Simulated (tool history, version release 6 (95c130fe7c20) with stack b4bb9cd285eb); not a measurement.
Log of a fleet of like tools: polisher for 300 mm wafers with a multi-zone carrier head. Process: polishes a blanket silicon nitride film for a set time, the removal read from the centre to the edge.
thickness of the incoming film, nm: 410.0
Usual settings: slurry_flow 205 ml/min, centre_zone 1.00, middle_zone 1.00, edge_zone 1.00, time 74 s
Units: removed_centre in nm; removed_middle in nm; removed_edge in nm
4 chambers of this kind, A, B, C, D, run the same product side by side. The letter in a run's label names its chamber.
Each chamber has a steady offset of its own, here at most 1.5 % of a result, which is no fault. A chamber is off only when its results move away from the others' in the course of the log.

run	hour	slurry_flow	centre_zone	middle_zone	edge_zone	time	removed_centre	removed_middle	removed_edge
1B	8.5	205	1.00	1.00	1.00	74	166.57	167.97	165.35
2A	19.4	205	1.00	1.00	1.00	74	166.36	171.82	173.55
3C	27.4	205	1.00	1.00	1.00	74	165.05	170.61	170.14
# hour 31.0: chamber C: worn pad replaced by a new one
4D	37.8	205	1.00	1.00	1.00	74	167.74	167.08	167.41
# hour 42.3: chamber D: worn pad replaced by a new one
5A	43.7	205	1.00	0.95	1.00	74	168.99	156.21	168.41
# hour 48.5: chamber D: slurry nozzle cleaned
6B	55.4	205	1.00	0.95	1.00	74	167.52	164.63	167.34
7C	67.1	205	1.00	0.95	1.00	74	167.80	161.43	169.28
8D	75.1	205	1.00	0.95	1.00	74	169.76	160.24	169.43
9C	85.2	205	1.00	1.00	1.00	61	135.75	138.63	137.81
10A	97.1	205	1.00	1.00	1.00	61	137.35	140.56	139.35
11D	106.4	205	1.00	1.00	1.00	61	139.37	137.72	140.11
# hour 117.3: chamber B: worn pad replaced by a new one
12B	119.2	205	1.00	1.00	1.00	61	140.41	138.22	140.16
13B	127.0	205	1.00	1.00	1.00	74	169.47	170.68	172.83
14A	139.7	205	0.88	1.00	1.00	74	139.68	164.72	163.66
15D	147.2	205	0.88	1.00	1.00	74	145.85	166.87	169.57
16C	153.5	205	0.88	1.00	1.00	74	147.27	169.66	169.19
17C	164.4	205	0.88	1.00	1.00	74	146.18	168.05	174.35
18D	173.4	205	1.00	1.00	1.00	74	166.96	169.86	170.58
# hour 182.6: chamber C: worn pad replaced by a new one
19B	184.1	235	1.00	1.00	1.06	74	172.22	174.81	178.39
20A	192.1	235	1.00	1.00	1.06	74	168.14	169.31	173.67
21C	200.9	235	1.00	1.00	1.06	74	173.33	174.92	175.58
22D	207.6	235	1.00	1.00	1.06	74	167.84	171.62	175.79
23B	216.1	205	1.00	1.00	0.91	86	199.15	196.25	185.57
# hour 220.2: chamber A: worn pad replaced by a new one
24A	228.5	205	1.00	1.00	0.91	86	197.41	196.48	184.60
# hour 236.5: chamber C: slurry nozzle cleaned
25D	238.9	205	1.00	1.00	0.91	86	196.36	193.05	184.00
26A	250.1	205	1.00	1.00	0.91	86	194.27	195.85	191.08
27B	257.3	205	1.00	1.00	1.00	74	165.11	167.69	171.06
28C	265.8	205	1.00	1.00	1.00	74	166.63	172.92	170.37
# hour 267.8: chamber D: edge zone pressure recalibrated
29B	272.1	205	1.00	1.00	1.00	74	168.67	168.75	165.79
30A	279.6	205	1.00	1.00	1.00	74	166.03	172.01	168.03
# hour 285.8: chamber B: slurry nozzle cleaned
31D	290.2	205	1.00	1.00	1.00	74	167.65	170.59	165.76
# hour 293.8: chamber B: worn pad replaced by a new one
32C	302.3	205	1.00	1.00	1.00	74	166.11	170.06	168.11
# hour 312.1: chamber D: worn pad replaced by a new one
33A	313.2	205	1.00	1.00	1.00	74	171.50	170.46	168.97
# hour 314.1: chamber C: centre zone pressure recalibrated
34D	322.0	205	1.00	1.00	1.00	74	173.41	166.70	165.03
35C	330.9	205	1.00	1.00	1.00	74	166.87	167.83	168.42
36B	339.4	205	1.00	1.00	1.00	74	170.32	170.18	166.85
# hour 348.2: chamber A: centre zone pressure recalibrated
37B	350.7	205	1.00	1.00	1.00	74	167.63	169.10	172.61
38A	357.7	205	1.00	1.00	1.00	74	169.32	166.91	168.52
39D	364.2	205	1.00	1.00	1.00	74	164.46	166.64	167.11
40C	377.2	205	1.00	1.00	1.00	74	169.44	172.81	166.97
# hour 383.9: chamber C: worn pad replaced by a new one
41A	387.9	205	1.00	1.00	1.00	74	164.55	166.53	164.37
42D	394.2	205	1.00	1.00	1.00	74	171.70	167.94	168.55
43C	402.2	205	1.00	1.00	1.00	74	166.55	170.03	168.18

All 4 chambers run these settings next. Forecast each chamber's results:
44A	411.8	205	1.00	1.00	0.93	74	?	?	?
44B	411.8	205	1.00	1.00	0.93	74	?	?	?
44C	411.8	205	1.00	1.00	0.93	74	?	?	?
44D	411.8	205	1.00	1.00	0.93	74	?	?	?

run	removed_centre	removed_middle	removed_edge
44A	171.92	166.17	162.62
44B	171.17	168.38	161.51
44C	164.21	173.22	162.35
44D	172.11	166.32	162.30

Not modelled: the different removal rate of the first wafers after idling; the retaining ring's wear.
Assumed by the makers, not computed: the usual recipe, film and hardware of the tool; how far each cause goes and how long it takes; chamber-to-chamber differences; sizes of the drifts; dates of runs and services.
